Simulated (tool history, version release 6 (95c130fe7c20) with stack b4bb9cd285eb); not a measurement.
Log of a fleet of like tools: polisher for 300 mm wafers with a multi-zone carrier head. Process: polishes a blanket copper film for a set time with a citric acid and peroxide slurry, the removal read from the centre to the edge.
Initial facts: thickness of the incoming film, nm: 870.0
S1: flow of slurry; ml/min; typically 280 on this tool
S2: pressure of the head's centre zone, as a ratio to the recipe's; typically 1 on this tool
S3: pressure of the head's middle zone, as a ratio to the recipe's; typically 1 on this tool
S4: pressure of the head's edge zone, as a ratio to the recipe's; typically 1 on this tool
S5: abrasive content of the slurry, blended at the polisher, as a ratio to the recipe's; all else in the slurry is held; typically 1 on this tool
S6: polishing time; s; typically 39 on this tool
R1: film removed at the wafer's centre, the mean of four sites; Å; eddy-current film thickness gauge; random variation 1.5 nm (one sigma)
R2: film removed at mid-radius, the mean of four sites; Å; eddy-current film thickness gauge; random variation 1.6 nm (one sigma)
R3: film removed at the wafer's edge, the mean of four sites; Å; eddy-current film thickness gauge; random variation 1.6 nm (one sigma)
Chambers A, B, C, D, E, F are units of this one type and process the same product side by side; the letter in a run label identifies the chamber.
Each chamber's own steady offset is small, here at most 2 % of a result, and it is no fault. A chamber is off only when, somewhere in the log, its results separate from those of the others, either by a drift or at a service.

run	hour	S1	S2	S3	S4	S5	S6	R1	R2	R3
# hour 4.4: chamber B: worn pad replaced by a new one
1C	8.5	280	1	1	1	1	39	1143.5	1123.7	1092.7
# hour 14: chamber C: worn pad replaced by a new one
2D	16.9	280	1	1	1	1	39	1114.3	1139.9	1132.3
3A	26.1	280	1	1	1	1	39	1158.6	1109.3	1121.3
4E	32.7	280	1	1	1	1	39	1116.3	1130.3	1097.9
5F	40.6	280	1	1	1	1	39	1101.8	1124.9	1119.8
# hour 46.7: chamber C: slurry nozzle cleaned
# hour 47: chamber A: worn pad replaced by a new one
# hour 47.5: chamber B: centre zone pressure recalibrated
# hour 47.5: chamber F: worn pad replaced by a new one
6B	48.7	280	1	1	1	1	39	1114.8	1106.1	1105.8
# hour 51.4: chamber D: worn pad replaced by a new one
7E	58.9	280	1	1	1	1	39	1132.2	1140.9	1099.6
# hour 64.4: chamber A: edge zone pressure recalibrated
8A	67.3	280	1	1	1	1	39	1113.3	1125.7	1140.8
9C	73.9	280	1	1	1	1	39	1140.6	1153.3	1110.1
# hour 74.4: chamber B: worn pad replaced by a new one
# hour 82.6: chamber C: worn pad replaced by a new one
10F	85.1	280	1	1	1	1	39	1140.2	1139.8	1140.9
11D	92.7	280	1	1	1	1	39	1130.1	1120.8	1141
12B	104	280	1	1	1	1	39	1127.1	1111.8	1113.3
# hour 104.9: chamber C: centre zone pressure recalibrated
# hour 108.7: chamber B: slurry nozzle cleaned
13D	113.6	330	1	1.1	1	1	39	1155.9	1247.7	1174.6
# hour 115.5: chamber F: worn pad replaced by a new one
# hour 118.5: chamber A: worn pad replaced by a new one
14B	120.8	330	1	1.1	1	1	39	1119.6	1234.9	1106.7
15F	130	330	1	1.1	1	1	39	1149.1	1250.9	1160.7
16C	137.4	330	1	1.1	1	1	39	1147.6	1252.8	1121.5
# hour 138.7: chamber D: worn pad replaced by a new one
# hour 145: chamber B: worn pad replaced by a new one
17E	145.1	330	1	1.1	1	1	39	1149.7	1237.1	1101
18A	152	330	1	1.1	1	1	39	1154.5	1261.2	1115.1
# hour 157.1: chamber C: worn pad replaced by a new one
19A	162.5	280	1	1	1	1	39	1131.3	1112.7	1101.4
20C	173	280	1	1	1	1	39	1138	1151.1	1096.9
# hour 181: chamber F: worn pad replaced by a new one
21B	184.4	280	1	1	1	1	39	1126.9	1123.3	1127.7
# hour 192.4: chamber D: slurry nozzle cleaned
# hour 192.6: chamber A: worn pad replaced by a new one
22F	193.4	280	1	1	1	1	39	1127.6	1145.5	1133.8
23E	198.7	280	1	1	1	1	39	1087.5	1070.2	1105.5
# hour 205.9: chamber B: worn pad replaced by a new one
24D	208.7	280	1	1	1	1	39	1114.7	1136.9	1109
25F	214.7	280	1	1	1	1	39	1109.1	1158.9	1146.6
# hour 222.2: chamber D: worn pad replaced by a new one
# hour 223.9: chamber C: worn pad replaced by a new one
26E	225.2	280	1	1	1	1	39	1046.1	1070.7	1087.3
# hour 227.3: chamber B: edge zone pressure recalibrated
27D	232.6	280	1	1	1	1	39	1111.6	1101	1117.5
28B	241.5	280	1	1	1	1	39	1140.3	1117.6	1121.1
# hour 242.4: chamber E: edge zone pressure recalibrated
29A	248.6	280	1	1	1	1	39	1136.2	1116.4	1130.3
# hour 252.3: chamber F: worn pad replaced by a new one
30C	256.2	280	1	1	1	1	39	1127.6	1126.4	1123.9
31D	262.1	280	1	0.9	1	1	39	1094.6	1025.3	1134.8
# hour 265.9: chamber B: worn pad replaced by a new one
32F	267.8	280	1	0.9	1	1	39	1118	1009.7	1141.8
# hour 268.8: chamber A: worn pad replaced by a new one
33E	276.3	280	1	0.9	1	1	39	1049.8	953.8	1045
34A	287.2	280	1	0.9	1	1	39	1122.8	1021.7	1126.1
35C	299.2	280	1	0.9	1	1	39	1162.3	1010	1116.1
36B	304.6	280	1	0.9	1	1	39	1115.7	1012.3	1148.5
37B	314.1	280	1	1	1	1	39	1110.7	1109.5	1134
# hour 317: chamber D: worn pad replaced by a new one
38D	323.3	280	0.92	1.11	1	1	39	1016.9	1236	1085.6
# hour 324.1: chamber F: worn pad replaced by a new one
39E	334.5	280	0.92	1.11	1	1	39	937.52	1110.1	1013.7
40F	340.3	280	0.92	1.11	1	1	39	1038.8	1224.9	1111.3

Is one chamber off against the others, does the gauge drift, or is nothing wrong? If a chamber is off, say which, and what the likeliest cause is.

One chamber, E, drifts off from the rest bit by bit.
Likeliest cause: removal rate lost through wear of the pad, % = 9.47.

Chamber E could run next with any of the 4 candidate recipes listed below; each alters the usual settings, and their results appear as question marks. Which one brings its results back in line with what the other chambers deliver on the usual settings?
In line here means within this much of the mean the other chambers give on the usual settings: R1 52 Å; R2 57 Å; R3 57 Å
41E-1	349	280	1	1	1.01	1	43	?	?	?
41E-2	349	280	1	1	0.99	1	35	?	?	?
41E-3	349	280	1	1	1	1	38	?	?	?
41E-4	349	280	1	1	1	1	40	?	?	?

The mean the other chambers reach with the usual settings: R1 1126.4 Å; R2 1125.5 Å; R3 1123.2 Å
run	R1	R2	R3
41E-1	1125	1123	1115.9
41E-2	915.73	914.09	898.68
41E-3	994.22	992.42	980.95
41E-4	1046.5	1044.7	1032.6
The right change is 41E-1: it brings the chamber back within the allowed miss of the others.
